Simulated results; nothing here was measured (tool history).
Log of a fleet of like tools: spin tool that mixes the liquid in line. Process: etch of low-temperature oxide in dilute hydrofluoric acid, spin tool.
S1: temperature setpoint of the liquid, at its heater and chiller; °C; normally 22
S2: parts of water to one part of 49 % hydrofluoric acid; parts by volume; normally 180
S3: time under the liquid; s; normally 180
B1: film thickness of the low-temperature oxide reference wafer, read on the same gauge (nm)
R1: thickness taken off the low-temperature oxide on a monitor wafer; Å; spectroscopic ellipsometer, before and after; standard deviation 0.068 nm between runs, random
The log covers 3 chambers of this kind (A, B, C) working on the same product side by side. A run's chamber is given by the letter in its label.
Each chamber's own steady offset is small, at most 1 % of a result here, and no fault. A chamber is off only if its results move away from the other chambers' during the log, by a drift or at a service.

run   hour    S1   S2   S3      B1      R1
 1A    8.7    22  180  180  150.01  89.428
 2C   21.1    22  180  180  149.99   89.69
 3B   36.3    22  180  180  149.99  89.624
 4C   50.9    22  180  180  149.99  91.472
 5B   60.1    22  180  180  149.98  89.264
 6A   74.3    22  180  180  149.98  88.952
 7C   85.1    22  180  180  149.98  89.404
 8B   93.4    22  180  180  150.01  91.332
 9A  102.5    22  180  180  149.99  89.457
10B  112.1    22  180  180  149.98   89.01
     120.6  -- chamber B: hydrofluoric acid flow meter replaced
11C  127.3  19.5  255  180  150.02  51.825
12A  143.1  19.5  255  180     150   53.22
13C  153.8  19.5  255  180  149.99  51.211
14B  167.8    22  180  180     150   90.55
15A  180.5    22  180  180  150.01  89.055
16A  190.3    22  180  180     150  89.068
17C  199.4    22  180  180  149.99  85.473
18B  208.6    22  180  180     150   89.49
19B  215.5    22  180  180  150.01  89.394
20A  226.4    22  180  180  150.01  88.831

Is one chamber off against the others, does the gauge drift, or is nothing wrong? If a chamber is off, say which, and what the likeliest cause is.

Chamber C drifts away from the others.
Cause: hydrofluoric acid flow below the setpoint (%) = 6.63.
It could be hard to tell apart here from: liquid colder than its thermometer reads (K).

Which of the 4 candidates below, each the usual settings with something changed and its results left as question marks, puts chamber C back in line with what the other chambers give on the usual settings?
Allowed miss from the other chambers' usual-settings mean, per result, to count as in line: R1 2.4 Å
21C-1  237.7  22  185  180       ?
21C-2  237.7  22  190  180       ?
21C-3  237.7  22  180  195       ?
21C-4  237.7  22  175  180       ?

What the other chambers average on the usual settings: R1 89.521 Å
  run      R1
21C-1  80.249
21C-2  77.688
21C-3  89.877
21C-4   85.84
21C-3 is the one that brings the chamber's results back in line with the other chambers.

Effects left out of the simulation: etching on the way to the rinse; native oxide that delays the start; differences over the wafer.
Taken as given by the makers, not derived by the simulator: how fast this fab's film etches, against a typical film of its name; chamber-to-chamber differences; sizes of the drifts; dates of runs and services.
